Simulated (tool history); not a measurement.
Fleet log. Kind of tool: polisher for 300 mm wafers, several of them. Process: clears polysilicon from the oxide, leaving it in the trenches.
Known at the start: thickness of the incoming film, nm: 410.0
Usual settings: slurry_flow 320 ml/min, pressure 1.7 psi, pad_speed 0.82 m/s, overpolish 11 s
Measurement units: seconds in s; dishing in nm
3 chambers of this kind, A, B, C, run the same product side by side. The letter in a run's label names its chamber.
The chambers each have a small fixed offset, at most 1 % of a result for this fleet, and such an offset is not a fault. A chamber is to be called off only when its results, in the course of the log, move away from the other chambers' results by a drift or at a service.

Run 1B, day 0.183: usual settings. Result: seconds 48.408 s, dishing 43.422 nm.
Run 2A, day 0.342: usual settings. Result: seconds 47.016 s, dishing 43.239 nm.
Run 3C, day 0.542: usual settings. Result: seconds 47.798 s, dishing 43.131 nm.
Run 4B, day 0.662: usual settings. Result: seconds 48.220 s, dishing 42.851 nm.
Run 5A, day 0.850: usual settings. Result: seconds 48.730 s, dishing 44.042 nm.
Run 6C, day 1.017: usual settings. Result: seconds 47.836 s, dishing 43.608 nm.
Run 7A, day 1.146: usual settings but slurry_flow 275 ml/min, pad_speed 1.04 m/s. Result: seconds 37.941 s, dishing 46.599 nm.
Run 8C, day 1.288: usual settings but slurry_flow 275 ml/min, pad_speed 1.04 m/s. Result: seconds 38.344 s, dishing 46.514 nm.
At day 1.346: chamber C: worn pad replaced by a new one.
Run 9B, day 1.425: usual settings but slurry_flow 275 ml/min, pad_speed 1.04 m/s. Result: seconds 38.084 s, dishing 44.576 nm.
Run 10A, day 1.638: usual settings. Result: seconds 47.062 s, dishing 43.532 nm.
Run 11B, day 1.804: usual settings. Result: seconds 48.216 s, dishing 42.510 nm.
Run 12C, day 1.967: usual settings. Result: seconds 46.646 s, dishing 42.948 nm.
Run 13B, day 2.083: usual settings but slurry_flow 380 ml/min, pressure 1.3 psi. Result: seconds 61.807 s, dishing 38.902 nm.
Run 14C, day 2.200: usual settings but slurry_flow 380 ml/min, pressure 1.3 psi. Result: seconds 60.256 s, dishing 39.378 nm.
Run 15A, day 2.321: usual settings but slurry_flow 380 ml/min, pressure 1.3 psi. Result: seconds 61.388 s, dishing 39.691 nm.
Run 16B, day 2.492: usual settings but pressure 1.4 psi. Result: seconds 57.830 s, dishing 39.365 nm.
Run 17C, day 2.625: usual settings but pressure 1.4 psi. Result: seconds 58.895 s, dishing 39.391 nm.
Run 18A, day 2.779: usual settings but pressure 1.4 psi. Result: seconds 57.183 s, dishing 40.550 nm.
Run 19B, day 2.967: usual settings but slurry_flow 255 ml/min, overpolish 16 s. Result: seconds 49.123 s, dishing 47.480 nm.
Run 20C, day 3.167: usual settings but slurry_flow 255 ml/min, overpolish 16 s. Result: seconds 47.539 s, dishing 47.765 nm.
Run 21A, day 3.262: usual settings but slurry_flow 255 ml/min, overpolish 16 s. Result: seconds 49.556 s, dishing 47.560 nm.
Run 22A, day 3.408: usual settings. Result: seconds 47.021 s, dishing 44.471 nm.
Run 23B, day 3.567: usual settings. Result: seconds 48.995 s, dishing 41.555 nm.
Run 24C, day 3.696: usual settings. Result: seconds 47.588 s, dishing 42.872 nm.
Run 25A, day 3.921: usual settings. Result: seconds 47.962 s, dishing 44.424 nm.
Run 26B, day 4.129: usual settings but slurry_flow 370 ml/min, pad_speed 0.68 m/s. Result: seconds 59.087 s, dishing 39.104 nm.
Run 27C, day 4.238: usual settings but slurry_flow 370 ml/min, pad_speed 0.68 m/s. Result: seconds 55.927 s, dishing 40.415 nm.
Run 28C, day 4.462: usual settings but slurry_flow 370 ml/min, pad_speed 0.68 m/s. Result: seconds 56.686 s, dishing 40.557 nm.
Run 29B, day 4.571: usual settings. Result: seconds 51.257 s, dishing 41.569 nm.
Run 30A, day 4.696: usual settings. Result: seconds 49.317 s, dishing 43.571 nm.
Run 31A, day 4.854: usual settings. Result: seconds 49.435 s, dishing 43.299 nm.
At day 4.954: chamber C: worn pad replaced by a new one.
Run 32B, day 5.017: usual settings. Result: seconds 50.861 s, dishing 42.723 nm.
Run 33C, day 5.121: usual settings. Result: seconds 48.376 s, dishing 43.228 nm.
Run 34C, day 5.233: usual settings. Result: seconds 47.684 s, dishing 44.868 nm.
Run 35A, day 5.404: usual settings. Result: seconds 47.270 s, dishing 43.291 nm.
Run 36B, day 5.571: usual settings. Result: seconds 51.767 s, dishing 42.622 nm.
Run 37B, day 5.671: usual settings. Result: seconds 52.136 s, dishing 42.788 nm.
Run 38A, day 5.854: usual settings. Result: seconds 47.359 s, dishing 44.405 nm.
Run 39C, day 6.071: usual settings but slurry_flow 230 ml/min, pad_speed 0.68 m/s. Result: seconds 59.512 s, dishing 39.310 nm.
Run 40B, day 6.262: usual settings but slurry_flow 230 ml/min, pad_speed 0.68 m/s. Result: seconds 64.832 s, dishing 37.958 nm.
Run 41C, day 6.475: usual settings but slurry_flow 230 ml/min, pad_speed 0.68 m/s. Result: seconds 58.469 s, dishing 40.041 nm.
Run 42A, day 6.625: usual settings. Result: seconds 48.344 s, dishing 44.540 nm.
Run 43C, day 6.771: usual settings but overpolish 17 s. Result: seconds 48.550 s, dishing 48.596 nm.

Predict what each chamber gives when all 3 of them run the settings below next.
Run 44A, day 6.933: usual settings but slurry_flow 405 ml/min. Result: seconds ?, dishing ?.
Run 44B, day 6.933: usual settings but slurry_flow 405 ml/min. Result: seconds ?, dishing ?.
Run 44C, day 6.933: usual settings but slurry_flow 405 ml/min. Result: seconds ?, dishing ?.

run  seconds  dishing
44A   47.778   43.764
44B   52.927   42.100
44C   47.453   41.973

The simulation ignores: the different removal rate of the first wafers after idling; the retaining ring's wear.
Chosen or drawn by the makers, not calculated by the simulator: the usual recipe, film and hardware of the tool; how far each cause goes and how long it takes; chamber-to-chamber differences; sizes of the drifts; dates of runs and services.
